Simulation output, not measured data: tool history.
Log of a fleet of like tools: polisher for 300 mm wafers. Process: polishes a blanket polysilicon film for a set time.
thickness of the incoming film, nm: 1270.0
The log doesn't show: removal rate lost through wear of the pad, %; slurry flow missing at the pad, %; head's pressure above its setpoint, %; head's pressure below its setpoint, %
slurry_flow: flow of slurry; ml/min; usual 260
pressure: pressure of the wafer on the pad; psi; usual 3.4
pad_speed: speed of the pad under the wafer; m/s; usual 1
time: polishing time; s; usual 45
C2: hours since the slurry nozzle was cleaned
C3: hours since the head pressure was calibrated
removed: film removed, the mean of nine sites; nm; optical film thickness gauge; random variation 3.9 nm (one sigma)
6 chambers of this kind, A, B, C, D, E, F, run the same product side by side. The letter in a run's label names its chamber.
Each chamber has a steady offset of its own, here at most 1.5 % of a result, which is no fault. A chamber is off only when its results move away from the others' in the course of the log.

{"day": 0.079, "done": "chamber F: worn pad replaced by a new one"}
{"run": "1D", "day": 0.25, "slurry_flow": 260, "pressure": 3.4, "pad_speed": 1, "time": 45, "wafers polished on this pad": 664, "C2": 344.4, "C3": 1421.9, "removed": 481.62}
{"day": 0.396, "done": "chamber A: worn pad replaced by a new one"}
{"run": "2A", "day": 0.462, "slurry_flow": 260, "pressure": 3.4, "pad_speed": 1, "time": 45, "wafers polished on this pad": 25, "C2": 159.8, "C3": 535.2, "removed": 487.11}
{"run": "3F", "day": 0.604, "slurry_flow": 260, "pressure": 3.4, "pad_speed": 1, "time": 45, "wafers polished on this pad": 194, "C2": 248.6, "C3": 671.4, "removed": 480.41}
{"run": "4E", "day": 0.842, "slurry_flow": 260, "pressure": 3.4, "pad_speed": 1, "time": 45, "wafers polished on this pad": 772, "C2": 524.2, "C3": 142.7, "removed": 481.22}
{"day": 0.929, "done": "chamber B: worn pad replaced by a new one"}
{"run": "5B", "day": 0.988, "slurry_flow": 260, "pressure": 3.4, "pad_speed": 1, "time": 45, "wafers polished on this pad": 22, "C2": 338, "C3": 320.6, "removed": 482.78}
{"run": "6C", "day": 1.188, "slurry_flow": 260, "pressure": 3.4, "pad_speed": 1, "time": 45, "wafers polished on this pad": 988, "C2": 127.7, "C3": 206.7, "removed": 488.26}
{"day": 1.275, "done": "chamber E: worn pad replaced by a new one"}
{"run": "7E", "day": 1.4, "slurry_flow": 260, "pressure": 3.4, "pad_speed": 1, "time": 45, "wafers polished on this pad": 46, "C2": 537.6, "C3": 156.1, "removed": 482.66}
{"day": 1.512, "done": "chamber C: worn pad replaced by a new one"}
{"run": "8F", "day": 1.546, "slurry_flow": 260, "pressure": 3.4, "pad_speed": 1, "time": 45, "wafers polished on this pad": 540, "C2": 271.2, "C3": 694, "removed": 482.82}
{"run": "9C", "day": 1.812, "slurry_flow": 260, "pressure": 3.4, "pad_speed": 1, "time": 45, "wafers polished on this pad": 111, "C2": 142.7, "C3": 221.7, "removed": 481.03}
{"day": 2.038, "done": "chamber D: worn pad replaced by a new one"}
{"run": "10D", "day": 2.075, "slurry_flow": 260, "pressure": 3.4, "pad_speed": 1, "time": 45, "wafers polished on this pad": 14, "C2": 388.2, "C3": 1465.7, "removed": 479.82}
{"run": "11B", "day": 2.367, "slurry_flow": 260, "pressure": 3.4, "pad_speed": 1, "time": 45, "wafers polished on this pad": 530, "C2": 371.1, "C3": 353.7, "removed": 478.59}
{"run": "12A", "day": 2.625, "slurry_flow": 260, "pressure": 3.4, "pad_speed": 1, "time": 45, "wafers polished on this pad": 820, "C2": 211.7, "C3": 587.1, "removed": 484.94}
{"run": "13A", "day": 2.858, "slurry_flow": 190, "pressure": 3.4, "pad_speed": 1, "time": 53, "wafers polished on this pad": 906, "C2": 217.3, "C3": 592.7, "removed": 548.48}
{"run": "14E", "day": 3.029, "slurry_flow": 190, "pressure": 3.4, "pad_speed": 1, "time": 53, "wafers polished on this pad": 645, "C2": 576.7, "C3": 195.2, "removed": 540.35}
{"day": 3.121, "done": "chamber A: worn pad replaced by a new one"}
{"day": 3.225, "done": "chamber F: worn pad replaced by a new one"}
{"run": "15F", "day": 3.3, "slurry_flow": 190, "pressure": 3.4, "pad_speed": 1, "time": 53, "wafers polished on this pad": 28, "C2": 313.3, "C3": 736.1, "removed": 547.72}
{"run": "16D", "day": 3.504, "slurry_flow": 190, "pressure": 3.4, "pad_speed": 1, "time": 53, "wafers polished on this pad": 540, "C2": 422.5, "C3": 1500, "removed": 545.21}
{"day": 3.533, "done": "chamber B: worn pad replaced by a new one"}
{"run": "17C", "day": 3.746, "slurry_flow": 190, "pressure": 3.4, "pad_speed": 1, "time": 53, "wafers polished on this pad": 823, "C2": 189.1, "C3": 268.1, "removed": 546.93}
{"day": 3.925, "done": "chamber E: worn pad replaced by a new one"}
{"run": "18B", "day": 3.967, "slurry_flow": 190, "pressure": 3.4, "pad_speed": 1, "time": 53, "wafers polished on this pad": 159, "C2": 409.5, "C3": 392.1, "removed": 544.91}
{"run": "19A", "day": 4.142, "slurry_flow": 260, "pressure": 3.4, "pad_speed": 1, "time": 45, "wafers polished on this pad": 376, "C2": 248.1, "C3": 623.5, "removed": 486.82}
{"day": 4.192, "done": "chamber C: worn pad replaced by a new one"}
{"run": "20D", "day": 4.275, "slurry_flow": 295, "pressure": 3.4, "pad_speed": 1.16, "time": 45, "wafers polished on this pad": 824, "C2": 441, "C3": 1518.5, "removed": 567.93}
{"run": "21B", "day": 4.438, "slurry_flow": 295, "pressure": 3.4, "pad_speed": 1.16, "time": 45, "wafers polished on this pad": 333, "C2": 420.8, "C3": 403.4, "removed": 561.83}
{"run": "22E", "day": 4.633, "slurry_flow": 295, "pressure": 3.4, "pad_speed": 1.16, "time": 45, "wafers polished on this pad": 261, "C2": 615.2, "C3": 233.7, "removed": 566.88}
{"run": "23C", "day": 4.821, "slurry_flow": 295, "pressure": 3.4, "pad_speed": 1.16, "time": 45, "wafers polished on this pad": 232, "C2": 214.9, "C3": 293.9, "removed": 569.05}
{"run": "24F", "day": 4.979, "slurry_flow": 295, "pressure": 3.4, "pad_speed": 1.16, "time": 45, "wafers polished on this pad": 646, "C2": 353.6, "C3": 776.4, "removed": 573.79}
{"day": 5.167, "done": "chamber D: head pressure recalibrated"}
{"run": "25A", "day": 5.262, "slurry_flow": 295, "pressure": 3.4, "pad_speed": 1.16, "time": 45, "wafers polished on this pad": 788, "C2": 275, "C3": 650.4, "removed": 568.62}
{"day": 5.35, "done": "chamber D: worn pad replaced by a new one"}
{"run": "26B", "day": 5.396, "slurry_flow": 260, "pressure": 3.4, "pad_speed": 1, "time": 45, "wafers polished on this pad": 685, "C2": 443.8, "C3": 426.4, "removed": 488.22}
{"run": "27F", "day": 5.692, "slurry_flow": 260, "pressure": 3.4, "pad_speed": 1, "time": 45, "wafers polished on this pad": 908, "C2": 370.7, "C3": 793.5, "removed": 480.08}
{"day": 5.717, "done": "chamber A: worn pad replaced by a new one"}
{"day": 5.838, "done": "chamber B: worn pad replaced by a new one"}
{"day": 5.954, "done": "chamber F: worn pad replaced by a new one"}
{"run": "28E", "day": 5.971, "slurry_flow": 260, "pressure": 3.4, "pad_speed": 1, "time": 45, "wafers polished on this pad": 753, "C2": 647.3, "C3": 265.8, "removed": 478.65}
{"run": "29C", "day": 6.146, "slurry_flow": 260, "pressure": 2.5, "pad_speed": 1, "time": 45, "wafers polished on this pad": 719, "C2": 246.7, "C3": 325.7, "removed": 356.2}
{"run": "30D", "day": 6.308, "slurry_flow": 260, "pressure": 2.5, "pad_speed": 1, "time": 45, "wafers polished on this pad": 353, "C2": 489.8, "C3": 27.4, "removed": 389.87}
{"day": 6.504, "done": "chamber E: worn pad replaced by a new one"}
{"run": "31F", "day": 6.567, "slurry_flow": 260, "pressure": 2.5, "pad_speed": 1, "time": 45, "wafers polished on this pad": 226, "C2": 391.7, "C3": 814.5, "removed": 355.1}
{"run": "32A", "day": 6.725, "slurry_flow": 260, "pressure": 2.5, "pad_speed": 1, "time": 45, "wafers polished on this pad": 371, "C2": 310.1, "C3": 685.5, "removed": 356.28}
{"run": "33C", "day": 6.9, "slurry_flow": 260, "pressure": 2.5, "pad_speed": 1, "time": 45, "wafers polished on this pad": 997, "C2": 264.8, "C3": 343.8, "removed": 353.66}
{"run": "34E", "day": 7.062, "slurry_flow": 260, "pressure": 2.5, "pad_speed": 1, "time": 45, "wafers polished on this pad": 206, "C2": 673.5, "C3": 292, "removed": 357.37}
{"run": "35D", "day": 7.317, "slurry_flow": 260, "pressure": 3.4, "pad_speed": 1, "time": 45, "wafers polished on this pad": 724, "C2": 514, "C3": 51.6, "removed": 529.94}
{"day": 7.417, "done": "chamber C: worn pad replaced by a new one"}
{"run": "36B", "day": 7.554, "slurry_flow": 260, "pressure": 3.4, "pad_speed": 1, "time": 45, "wafers polished on this pad": 632, "C2": 495.6, "C3": 478.2, "removed": 480.39}
{"run": "37D", "day": 7.729, "slurry_flow": 260, "pressure": 3.4, "pad_speed": 1, "time": 45, "wafers polished on this pad": 876, "C2": 523.9, "C3": 61.5, "removed": 530.98}
{"run": "38E", "day": 7.954, "slurry_flow": 260, "pressure": 3.4, "pad_speed": 1, "time": 45, "wafers polished on this pad": 535, "C2": 694.9, "C3": 313.4, "removed": 482.32}
{"run": "39C", "day": 8.217, "slurry_flow": 260, "pressure": 3.4, "pad_speed": 1, "time": 45, "wafers polished on this pad": 294, "C2": 296.4, "C3": 375.4, "removed": 486.14}
{"run": "40A", "day": 8.454, "slurry_flow": 260, "pressure": 3.4, "pad_speed": 1, "time": 45, "wafers polished on this pad": 1007, "C2": 351.6, "C3": 727, "removed": 482.73}

What goes on in this fleet: one chamber off, a drifting gauge, or nothing beyond the chambers' own small offsets? Name the chamber and the cause, if any.

A service left chamber D off against the others.
Cause: head's pressure above its setpoint, % = 8.62.

Here are 4 candidates for chamber D's next run, each the usual settings with a change, their results left as question marks. Which one brings its results back in line with what the others give on the usual settings?
In line means no further than this from the other chambers' mean on the usual settings: removed 13 nm
{"run": "41D-1", "day": 8.671, "slurry_flow": 260, "pressure": 3.6, "pad_speed": 1.06, "time": 47, "removed": "?"}
{"run": "41D-2", "day": 8.671, "slurry_flow": 260, "pressure": 3.3, "pad_speed": 0.96, "time": 44, "removed": "?"}
{"run": "41D-3", "day": 8.671, "slurry_flow": 260, "pressure": 3.7, "pad_speed": 1, "time": 45, "removed": "?"}
{"run": "41D-4", "day": 8.671, "slurry_flow": 260, "pressure": 3.2, "pad_speed": 0.94, "time": 43, "removed": "?"}

The other chambers' mean on the usual settings: removed 481.94 nm
run=41D-1 removed=617.92
run=41D-2 removed=479.53
run=41D-3 removed=573.79
run=41D-4 removed=444.73
41D-2 brings the chamber back in line.
